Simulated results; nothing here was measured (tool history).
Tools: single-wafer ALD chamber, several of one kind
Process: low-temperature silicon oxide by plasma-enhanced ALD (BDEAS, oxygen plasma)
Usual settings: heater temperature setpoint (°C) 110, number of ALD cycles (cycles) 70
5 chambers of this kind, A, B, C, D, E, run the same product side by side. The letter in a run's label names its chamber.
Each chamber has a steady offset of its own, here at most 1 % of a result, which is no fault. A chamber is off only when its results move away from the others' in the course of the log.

run	day	heater temperature setpoint (°C)	number of ALD cycles (cycles)	read-back reference wafer on the same gauge, thickness_nm	mean film thickness on the monitor wafer (angstrom)
1A	0.312	110	70	9.7804	97.301
2E	0.596	110	70	9.7786	98.545
3C	0.875	110	70	9.7829	98.679
4B	1.271	110	70	9.7856	98.419
5D	1.667	110	70	9.7858	98.180
6D	1.958	110	70	9.7865	97.927
7A	2.304	124	81	9.7873	109.990
8B	2.729	124	81	9.7902	111.250
9E	3.133	124	81	9.7899	111.370
10C	3.371	124	81	9.7899	111.200
11B	3.621	124	81	9.7897	111.450
12E	3.854	117	70	9.7901	97.530
13D	4.079	117	70	9.7917	96.609
14C	4.408	117	70	9.7921	97.586
15A	4.725	117	70	9.7937	96.346
16E	4.992	117	70	9.7960	97.507
17C	5.354	110	70	9.7983	98.608
18B	5.646	110	70	9.7979	98.870
19D	5.983	110	70	9.8000	98.320
20A	6.404	110	70	9.8005	97.861
21E	6.692	110	70	9.8021	98.877
22A	7.058	110	70	9.8048	97.553
23C	7.288	110	70	9.8050	98.883
24D	7.621	110	70	9.8025	98.230
25B	7.912	103	64	9.8040	91.500
26B	8.258	103	64	9.8097	91.463
27E	8.521	103	64	9.8072	91.485
# day 8.621: chamber B: thermocouple changed; heater temperature recalibrated
28D	8.862	103	64	9.8081	91.047
29A	9.179	103	64	9.8085	90.510
30C	9.612	110	70	9.8102	98.832
31D	9.942	110	70	9.8145	98.259
32A	10.383	110	70	9.8118	97.769
33C	10.662	110	70	9.8147	99.021
34B	11.100	116	70	9.8181	97.675
35E	11.312	116	70	9.8174	97.786
36B	11.558	116	70	9.8183	97.807
37A	11.892	116	70	9.8207	96.797
38D	12.300	116	70	9.8197	97.628
39E	12.646	110	70	9.8213	98.843
40C	12.979	110	70	9.8210	98.920

Is one chamber off against the others, does the gauge drift, or is nothing wrong? If a chamber is off, say which, and what the likeliest cause is.

The gauge drifts, so all chambers seem to drift together. No chamber is off.
Cause: gauge reads high (%) = 0.444.
